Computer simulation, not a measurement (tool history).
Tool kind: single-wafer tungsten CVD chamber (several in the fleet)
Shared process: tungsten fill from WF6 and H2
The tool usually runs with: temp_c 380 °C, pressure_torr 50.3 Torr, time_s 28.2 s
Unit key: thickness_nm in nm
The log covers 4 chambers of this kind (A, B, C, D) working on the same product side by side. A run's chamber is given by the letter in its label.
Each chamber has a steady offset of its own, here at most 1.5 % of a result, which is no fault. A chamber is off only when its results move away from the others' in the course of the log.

run,hour,temp_c,pressure_torr,time_s,hours since the last thermocouple change,hours since the last manometer calibration,"read-back reference wafer on the same gauge, thickness_nm",thickness_nm
1A,9.8,380,50.3,28.2,1166.7,571.8,58.19,71.635
2B,16.2,380,50.3,28.2,1786.1,916,58.217,71.212
3C,24.3,380,50.3,28.2,2831.6,902.5,58.218,70.699
4D,29.3,380,50.3,28.2,895.3,1530,58.216,71.308
5C,38.1,380,50.3,28.2,2845.4,916.3,58.228,70.748
6A,47,392,45.1,28.2,1203.9,609,58.242,86.446
7B,52.9,392,45.1,28.2,1822.8,952.7,58.246,85.766
8D,58,392,45.1,28.2,924,1558.7,58.249,85.891
9D,63,392,45.1,28.2,929,1563.7,58.247,85.808
10C,68.5,380,50.3,28.2,2875.8,946.7,58.255,70.683
11B,78,380,50.3,28.2,1847.9,977.8,58.258,71.381
12A,85,380,50.3,28.2,1241.9,647,58.27,71.67
13D,94.4,380,50.3,28.2,960.4,1595.1,58.267,71.391
14B,100.7,380,39.5,28.2,1870.6,1000.5,58.275,63.648
15A,109,380,39.5,28.2,1265.9,671,58.301,64.086
16C,118.4,380,39.5,28.2,2925.7,996.6,58.297,63.462
17B,126.4,380,39.5,28.2,1896.3,1026.2,58.297,63.629
18D,134.6,380,57.1,33.6,1000.6,1635.3,58.302,89.957
19A,139.5,380,57.1,33.6,1296.4,701.5,58.326,90.422
20C,148.8,380,57.1,33.6,2956.1,1027,58.306,89.222
21D,157.9,380,57.1,33.6,1023.9,1658.6,58.327,89.928
22A,166.8,380,50.3,28.2,1323.7,728.8,58.345,71.789
23B,171.7,380,50.3,28.2,1941.6,1071.5,58.337,71.455
24C,179.8,371,50.3,28.2,2987.1,1058,58.336,58.593
25B,187.3,371,50.3,28.2,1957.2,1087.1,58.346,59.254
26A,196.9,371,50.3,28.2,1353.8,758.9,58.367,59.478
27D,205.5,371,50.3,28.2,1071.5,1706.2,58.378,59.384
28C,210.1,380,50.3,32.4,3017.4,1088.3,58.377,81.608
29C,218.1,380,50.3,32.4,3025.4,1096.3,58.369,81.439
30B,226.2,380,50.3,32.4,1996.1,1126,58.394,82.39
31A,232.1,380,50.3,32.4,1389,794.1,58.383,82.489
32D,237.9,380,50.3,28.2,1103.9,1738.6,58.39,71.526
33B,246,380,50.3,28.2,2015.9,1145.8,58.398,71.563
34C,252.2,380,39.6,28.2,3059.5,1130.4,58.403,63.653
35A,259.6,380,39.6,28.2,1416.5,821.6,58.414,64.23
36D,265.4,380,39.6,28.2,1131.4,1766.1,58.409,64.098
37D,273.8,380,39.6,28.2,1139.8,1774.5,58.434,64.048
38A,282.2,380,44.8,25.4,1439.1,844.2,58.431,61.43
39C,288.2,380,44.8,25.4,3095.5,1166.4,58.439,60.606
40B,296.6,380,44.8,25.4,2066.5,1196.4,58.437,60.934

Predict what each chamber gives when all 4 of them run the settings below next.
41A,303.9,380,50.3,26.2,,,,?
41B,303.9,380,50.3,26.2,,,,?
41C,303.9,380,50.3,26.2,,,,?
41D,303.9,380,50.3,26.2,,,,?

run,thickness_nm
41A,66.745
41B,66.573
41C,65.848
41D,66.303
